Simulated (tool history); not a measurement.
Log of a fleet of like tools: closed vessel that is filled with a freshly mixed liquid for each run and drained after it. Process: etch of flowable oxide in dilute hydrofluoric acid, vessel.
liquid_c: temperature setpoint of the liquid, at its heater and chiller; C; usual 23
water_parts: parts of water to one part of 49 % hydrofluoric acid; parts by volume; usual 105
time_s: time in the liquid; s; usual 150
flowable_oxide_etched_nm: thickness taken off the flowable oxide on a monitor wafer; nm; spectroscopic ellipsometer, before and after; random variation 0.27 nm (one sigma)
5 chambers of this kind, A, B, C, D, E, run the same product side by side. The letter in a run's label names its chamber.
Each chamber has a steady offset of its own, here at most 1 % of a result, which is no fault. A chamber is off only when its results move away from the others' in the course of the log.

| run | day | liquid_c | water_parts | time_s | hours since the thermometer was replaced | hours since the hydrofluoric acid flow meter was replaced | read-back film thickness of the flowable oxide reference wafer, read on the same gauge (nm) | flowable_oxide_etched_nm |
|---|---|---|---|---|---|---|---|---|
| 1E | 0.242 | 23 | 105 | 150 | 1895.1 | 1040.2 | 100.05 | 35.967 |
| 2C | 0.592 | 23 | 105 | 150 | 635.3 | 387.7 | 99.983 | 36.718 |
| 3B | 0.808 | 23 | 105 | 150 | 266.4 | 721.6 | 100.03 | 35.959 |
| 4D | 1.046 | 23 | 105 | 150 | 2073.3 | 347.5 | 100.01 | 35.845 |
| 5A | 1.312 | 23 | 105 | 150 | 155.3 | 471.8 | 100.02 | 36.32 |
| 6D | 1.625 | 23 | 105 | 215 | 2087.2 | 361.4 | 99.958 | 51.9 |
| 7E | 1.883 | 23 | 105 | 215 | 1934.5 | 1079.6 | 99.997 | 51.509 |
| 8C | 2.229 | 23 | 105 | 215 | 674.6 | 427 | 100.02 | 52.811 |
| 9A | 2.712 | 23 | 105 | 215 | 188.9 | 505.4 | 100.02 | 52.493 |
| 10B | 2.962 | 23 | 105 | 215 | 318.1 | 773.3 | 100.01 | 51.948 |
|  | 3.108 | chamber E: thermometer replaced |
| 11B | 3.379 | 23 | 105 | 150 | 328.1 | 783.3 | 99.979 | 35.949 |
| 12D | 3.592 | 23 | 105 | 150 | 2134.4 | 408.6 | 99.984 | 36.271 |
| 13C | 4.083 | 23 | 105 | 150 | 719.1 | 471.5 | 100 | 35.934 |
| 14E | 4.375 | 23 | 105 | 150 | 30.4 | 1139.4 | 99.993 | 35.82 |
| 15A | 4.642 | 23 | 105 | 150 | 235.2 | 551.7 | 99.998 | 36.697 |
| 16D | 4.971 | 23 | 105 | 150 | 2167.5 | 441.7 | 100 | 35.935 |
|  | 5.158 | chamber D: thermometer replaced |
| 17B | 5.3 | 23 | 105 | 150 | 374.2 | 829.4 | 99.988 | 35.894 |
| 18E | 5.717 | 20.5 | 105 | 150 | 62.6 | 1171.6 | 100.01 | 32.942 |
| 19C | 6.175 | 20.5 | 105 | 150 | 769.3 | 521.7 | 100.02 | 33.422 |
| 20A | 6.417 | 20.5 | 105 | 150 | 277.8 | 594.3 | 99.982 | 32.715 |
| 21C | 6.646 | 20.5 | 105 | 150 | 780.6 | 533 | 99.987 | 33.537 |
| 22E | 6.912 | 20.5 | 105 | 150 | 91.3 | 1200.3 | 99.984 | 32.44 |
| 23A | 7.3 | 23 | 150 | 150 | 299 | 615.5 | 99.976 | 24.257 |
| 24D | 7.621 | 23 | 150 | 150 | 59.2 | 505.3 | 99.998 | 24.022 |
|  | 7.662 | chamber A: hydrofluoric acid flow meter replaced |
| 25B | 8.029 | 23 | 150 | 150 | 439.7 | 894.9 | 100.01 | 23.946 |
| 26B | 8.417 | 23 | 150 | 150 | 449 | 904.2 | 100.03 | 24.174 |
| 27C | 8.654 | 23 | 150 | 150 | 828.8 | 581.2 | 100 | 24.086 |
| 28D | 8.921 | 23 | 105 | 150 | 90.4 | 536.5 | 99.985 | 35.938 |
| 29A | 9.354 | 23 | 105 | 150 | 348.3 | 40.6 | 100.01 | 36.617 |
| 30E | 9.788 | 23 | 105 | 150 | 160.3 | 1269.3 | 100 | 36.449 |
| 31E | 10.008 | 23 | 105 | 150 | 165.6 | 1274.6 | 99.993 | 36.635 |
| 32B | 10.396 | 23 | 105 | 150 | 496.5 | 951.7 | 100.04 | 36.18 |

Next, every chamber runs the same settings. What will each give?
| 33A | 10.746 | 21 | 105 | 150 |  |  |  | ? |
| 33B | 10.746 | 21 | 105 | 150 |  |  |  | ? |
| 33C | 10.746 | 21 | 105 | 150 |  |  |  | ? |
| 33D | 10.746 | 21 | 105 | 150 |  |  |  | ? |
| 33E | 10.746 | 21 | 105 | 150 |  |  |  | ? |

| run | flowable_oxide_etched_nm |
|---|---|
| 33A | 33.548 |
| 33B | 33.709 |
| 33C | 33.668 |
| 33D | 33.267 |
| 33E | 33.373 |

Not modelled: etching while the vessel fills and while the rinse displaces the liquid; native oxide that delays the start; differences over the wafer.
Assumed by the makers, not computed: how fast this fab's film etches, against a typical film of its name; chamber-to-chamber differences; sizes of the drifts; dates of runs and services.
